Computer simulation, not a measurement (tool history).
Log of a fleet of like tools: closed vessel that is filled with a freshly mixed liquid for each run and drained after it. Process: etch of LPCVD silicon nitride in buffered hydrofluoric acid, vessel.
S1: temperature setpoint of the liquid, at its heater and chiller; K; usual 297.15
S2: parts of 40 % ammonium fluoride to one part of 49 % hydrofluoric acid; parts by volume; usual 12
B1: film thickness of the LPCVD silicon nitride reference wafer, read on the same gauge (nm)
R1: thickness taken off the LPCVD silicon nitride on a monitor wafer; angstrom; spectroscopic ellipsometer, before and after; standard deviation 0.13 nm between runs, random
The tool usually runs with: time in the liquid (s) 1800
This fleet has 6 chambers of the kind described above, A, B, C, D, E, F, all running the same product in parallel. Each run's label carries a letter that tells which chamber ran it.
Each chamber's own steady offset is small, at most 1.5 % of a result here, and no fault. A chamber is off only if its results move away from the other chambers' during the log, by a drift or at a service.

run 1C hour=10.2 | S1=297.15 S2=12 time_in_the_liquid_(s)=1800 | B1=30.045 | R1=210.37
run 2D hour=23.3 | S1=297.15 S2=12 time_in_the_liquid_(s)=1800 | B1=30.051 | R1=209.59
run 3B hour=34.8 | S1=297.15 S2=12 time_in_the_liquid_(s)=1800 | B1=30.007 | R1=206.46
run 4A hour=47.2 | S1=297.15 S2=12 time_in_the_liquid_(s)=1800 | B1=29.98 | R1=207.39
run 5E hour=55 | S1=297.15 S2=12 time_in_the_liquid_(s)=1800 | B1=29.993 | R1=208.62
run 6F hour=63.8 | S1=297.15 S2=12 time_in_the_liquid_(s)=1800 | B1=29.973 | R1=208.39
run 7D hour=76 | S1=293.65 S2=10 time_in_the_liquid_(s)=1800 | B1=30.004 | R1=205.76
run 8A hour=88.8 | S1=293.65 S2=10 time_in_the_liquid_(s)=1800 | B1=29.991 | R1=203.44
run 9B hour=96.6 | S1=293.65 S2=10 time_in_the_liquid_(s)=1800 | B1=30.018 | R1=206.84
run 10F hour=104.6 | S1=293.65 S2=10 time_in_the_liquid_(s)=1800 | B1=29.975 | R1=205.02
run 11E hour=113.1 | S1=293.65 S2=10 time_in_the_liquid_(s)=1800 | B1=30.001 | R1=204
run 12C hour=119.7 | S1=293.65 S2=10 time_in_the_liquid_(s)=1800 | B1=30.028 | R1=210.8
run 13F hour=126.1 | S1=300.65 S2=12 time_in_the_liquid_(s)=1180 | B1=30.004 | R1=166.09
run 14A hour=136.3 | S1=300.65 S2=12 time_in_the_liquid_(s)=1180 | B1=29.994 | R1=160.86
run 15E hour=149.6 | S1=300.65 S2=12 time_in_the_liquid_(s)=1180 | B1=29.996 | R1=166.77
run 16B hour=162.1 | S1=300.65 S2=12 time_in_the_liquid_(s)=1180 | B1=30.01 | R1=163.86
run 17C hour=173.7 | S1=300.65 S2=12 time_in_the_liquid_(s)=1180 | B1=29.984 | R1=166.57
run 18D hour=182.2 | S1=300.65 S2=12 time_in_the_liquid_(s)=1180 | B1=30.024 | R1=164.75
run 19D hour=193.4 | S1=299.15 S2=12 time_in_the_liquid_(s)=840 | B1=29.992 | R1=108.29
run 20A hour=204.4 | S1=299.15 S2=12 time_in_the_liquid_(s)=840 | B1=30.008 | R1=105.51
run 21C hour=213.4 | S1=299.15 S2=12 time_in_the_liquid_(s)=840 | B1=30.005 | R1=110.14
-- hour=214.3 chamber D: hydrofluoric acid flow meter replaced
run 22B hour=220.4 | S1=299.15 S2=12 time_in_the_liquid_(s)=840 | B1=29.993 | R1=109.52
run 23F hour=230.8 | S1=299.15 S2=12 time_in_the_liquid_(s)=840 | B1=29.977 | R1=106.34
run 24E hour=243.6 | S1=299.15 S2=12 time_in_the_liquid_(s)=840 | B1=30 | R1=108.08
run 25F hour=256.9 | S1=297.15 S2=12 time_in_the_liquid_(s)=1800 | B1=30.008 | R1=207.28
run 26C hour=262.6 | S1=297.15 S2=12 time_in_the_liquid_(s)=1800 | B1=29.983 | R1=211.23
run 27A hour=273.7 | S1=297.15 S2=12 time_in_the_liquid_(s)=1800 | B1=29.993 | R1=200.8
run 28B hour=280.2 | S1=297.15 S2=12 time_in_the_liquid_(s)=1800 | B1=29.998 | R1=208.87
run 29D hour=292.6 | S1=297.15 S2=12 time_in_the_liquid_(s)=1800 | B1=30.017 | R1=209.17
run 30E hour=299.8 | S1=300.15 S2=12 time_in_the_liquid_(s)=1800 | B1=29.993 | R1=245.94
run 31C hour=312.8 | S1=300.15 S2=12 time_in_the_liquid_(s)=1800 | B1=30.02 | R1=248.58
run 32B hour=325.7 | S1=300.15 S2=12 time_in_the_liquid_(s)=1800 | B1=29.996 | R1=244.88
run 33A hour=337.3 | S1=300.15 S2=12 time_in_the_liquid_(s)=1800 | B1=29.988 | R1=230.19
run 34D hour=345.6 | S1=300.15 S2=12 time_in_the_liquid_(s)=1800 | B1=29.94 | R1=246.57
run 35F hour=356.5 | S1=300.15 S2=12 time_in_the_liquid_(s)=1800 | B1=29.99 | R1=243.38
-- hour=360.5 chamber A: thermometer replaced
run 36E hour=363.9 | S1=295.15 S2=12 time_in_the_liquid_(s)=995 | B1=30.023 | R1=104.12
run 37A hour=373.5 | S1=295.15 S2=12 time_in_the_liquid_(s)=995 | B1=30.02 | R1=95.116
-- hour=382 chamber E: hydrofluoric acid flow meter replaced
run 38C hour=384.5 | S1=295.15 S2=12 time_in_the_liquid_(s)=995 | B1=29.978 | R1=105.25
run 39E hour=390.8 | S1=295.15 S2=12 time_in_the_liquid_(s)=995 | B1=29.989 | R1=102.45
run 40F hour=401.7 | S1=295.15 S2=12 time_in_the_liquid_(s)=995 | B1=29.942 | R1=103.29

Decide between three cases: one chamber stands off from its peers, the gauge reading all wafers drifts, or nothing is wrong past each chamber's small offset. Where a chamber is off, say which and what most likely put it there.

It is chamber A that slowly wanders off from its peers.
What lies behind it: hydrofluoric acid flow below the setpoint (%) = 8.95.

Here are 4 candidates for chamber A's next run, each the usual settings with a change, their results left as question marks. Which one brings its results back in line with what the others give on the usual settings?
In line here means within this much of the mean the other chambers give on the usual settings: R1 4.7 angstrom
run 41A-1 hour=411.2 | S1=296.65 S2=12 time_in_the_liquid_(s)=1660 | R1=?
run 41A-2 hour=411.2 | S1=297.65 S2=11 time_in_the_liquid_(s)=1800 | R1=?
run 41A-3 hour=411.2 | S1=297.15 S2=12 time_in_the_liquid_(s)=1730 | R1=?
run 41A-4 hour=411.2 | S1=297.15 S2=12 time_in_the_liquid_(s)=1870 | R1=?

The other chambers' mean on the usual settings: R1 209.23 angstrom
run=41A-1 R1=169.69
run=41A-2 R1=211.52
run=41A-3 R1=181.64
run=41A-4 R1=196.34
Change 41A-2 lands the chamber within the allowed miss of the other chambers.
